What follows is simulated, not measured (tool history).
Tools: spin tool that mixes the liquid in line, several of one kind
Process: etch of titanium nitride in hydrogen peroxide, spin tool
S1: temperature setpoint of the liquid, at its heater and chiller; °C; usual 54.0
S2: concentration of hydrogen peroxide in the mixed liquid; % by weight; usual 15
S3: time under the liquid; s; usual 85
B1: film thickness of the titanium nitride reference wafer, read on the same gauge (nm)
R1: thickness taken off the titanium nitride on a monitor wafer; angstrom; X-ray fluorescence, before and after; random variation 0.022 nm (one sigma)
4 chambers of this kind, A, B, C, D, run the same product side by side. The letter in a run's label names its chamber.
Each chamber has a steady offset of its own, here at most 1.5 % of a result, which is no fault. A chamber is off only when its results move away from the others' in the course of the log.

Run 1B, hour 5.3: usual settings; B1 40.008. Result: R1 41.478 angstrom.
Run 2D, hour 16.9: usual settings; B1 39.980. Result: R1 41.062 angstrom.
Run 3C, hour 24.7: usual settings; B1 40.009. Result: R1 41.523 angstrom.
Run 4A, hour 29.9: usual settings; B1 40.012. Result: R1 42.203 angstrom.
Run 5C, hour 35.3: usual settings; B1 39.987. Result: R1 41.486 angstrom.
Run 6A, hour 41.5: usual settings; B1 39.994. Result: R1 42.262 angstrom.
Run 7D, hour 48.0: usual settings; B1 40.014. Result: R1 41.581 angstrom.
Run 8B, hour 56.4: usual settings; B1 39.947. Result: R1 41.266 angstrom.
Run 9B, hour 67.6: usual settings; B1 39.983. Result: R1 41.356 angstrom.
Run 10C, hour 77.7: usual settings; B1 40.032. Result: R1 41.757 angstrom.
Run 11A, hour 87.1: usual settings; B1 39.986. Result: R1 41.681 angstrom.
Run 12D, hour 94.2: usual settings; B1 40.010. Result: R1 41.679 angstrom.
Run 13B, hour 99.6: usual settings; B1 39.993. Result: R1 41.091 angstrom.
At hour 105.1: chamber B: new drum of peroxide connected.
Run 14D, hour 111.0: usual settings but S2 12 % by weight, S3 55 s; B1 40.006. Result: R1 25.758 angstrom.
Run 15C, hour 116.4: usual settings but S2 12 % by weight, S3 55 s; B1 40.042. Result: R1 25.825 angstrom.
Run 16A, hour 124.7: usual settings but S2 12 % by weight, S3 55 s; B1 39.980. Result: R1 26.154 angstrom.
Run 17B, hour 135.6: usual settings but S2 12 % by weight, S3 55 s; B1 39.981. Result: R1 25.027 angstrom.
Run 18D, hour 141.6: usual settings; B1 39.979. Result: R1 41.872 angstrom.
Run 19A, hour 148.9: usual settings but S1 45.5 °C, S2 12 % by weight; B1 39.993. Result: R1 21.575 angstrom.
Run 20C, hour 157.6: usual settings but S1 45.5 °C, S2 12 % by weight; B1 39.984. Result: R1 21.314 angstrom.
At hour 163.8: chamber B: peroxide flow meter replaced.
Run 21A, hour 164.7: usual settings but S1 45.5 °C, S2 12 % by weight; B1 40.013. Result: R1 21.398 angstrom.
Run 22B, hour 170.8: usual settings but S1 45.5 °C, S2 12 % by weight; B1 39.996. Result: R1 20.681 angstrom.
Run 23C, hour 182.1: usual settings; B1 40.020. Result: R1 41.564 angstrom.
Run 24D, hour 188.0: usual settings; B1 40.002. Result: R1 41.510 angstrom.
Run 25B, hour 197.2: usual settings but S2 12 % by weight, S3 130 s; B1 40.017. Result: R1 58.669 angstrom.
Run 26D, hour 204.7: usual settings but S2 12 % by weight, S3 130 s; B1 39.987. Result: R1 60.281 angstrom.
Run 27A, hour 212.5: usual settings but S2 12 % by weight, S3 130 s; B1 40.012. Result: R1 60.905 angstrom.
Run 28C, hour 218.7: usual settings but S2 12 % by weight, S3 130 s; B1 40.031. Result: R1 60.377 angstrom.
At hour 221.6: chamber D: thermometer replaced.
Run 29B, hour 229.0: usual settings; B1 39.995. Result: R1 39.598 angstrom.
Run 30C, hour 235.1: usual settings; B1 39.970. Result: R1 41.753 angstrom.
Run 31A, hour 240.2: usual settings but S2 19 % by weight, S3 115 s; B1 40.025. Result: R1 59.853 angstrom.
Run 32D, hour 250.3: usual settings but S2 19 % by weight, S3 115 s; B1 39.990. Result: R1 58.706 angstrom.

Is one chamber off against the others, does the gauge drift, or is nothing wrong? If a chamber is off, say which, and what the likeliest cause is.

Chamber B drifts away from the others.
Cause: temperature lost on the way to the wafer (K) = 0.812.
The log may not tell that from: liquid colder than its thermometer reads (K).

Here are 4 candidates for chamber B's next run, each the usual settings with a change, their results left as question marks. Which one brings its results back in line with what the others give on the usual settings?
In line means no further than this from the other chambers' mean on the usual settings: R1 0.750 angstrom
Run 33B-1, hour 258.5: usual settings but S3 80 s. Result: R1 ?.
Run 33B-2, hour 258.5: usual settings but S3 90 s. Result: R1 ?.
Run 33B-3, hour 258.5: usual settings but S2 13.5 % by weight. Result: R1 ?.
Run 33B-4, hour 258.5: usual settings but S2 16.5 % by weight. Result: R1 ?.

The other chambers' mean on the usual settings: R1 41.655 angstrom
  run      R1
33B-1  37.150
33B-2  41.794
33B-3  38.598
33B-4  40.283
33B-2 brings the chamber back in line.

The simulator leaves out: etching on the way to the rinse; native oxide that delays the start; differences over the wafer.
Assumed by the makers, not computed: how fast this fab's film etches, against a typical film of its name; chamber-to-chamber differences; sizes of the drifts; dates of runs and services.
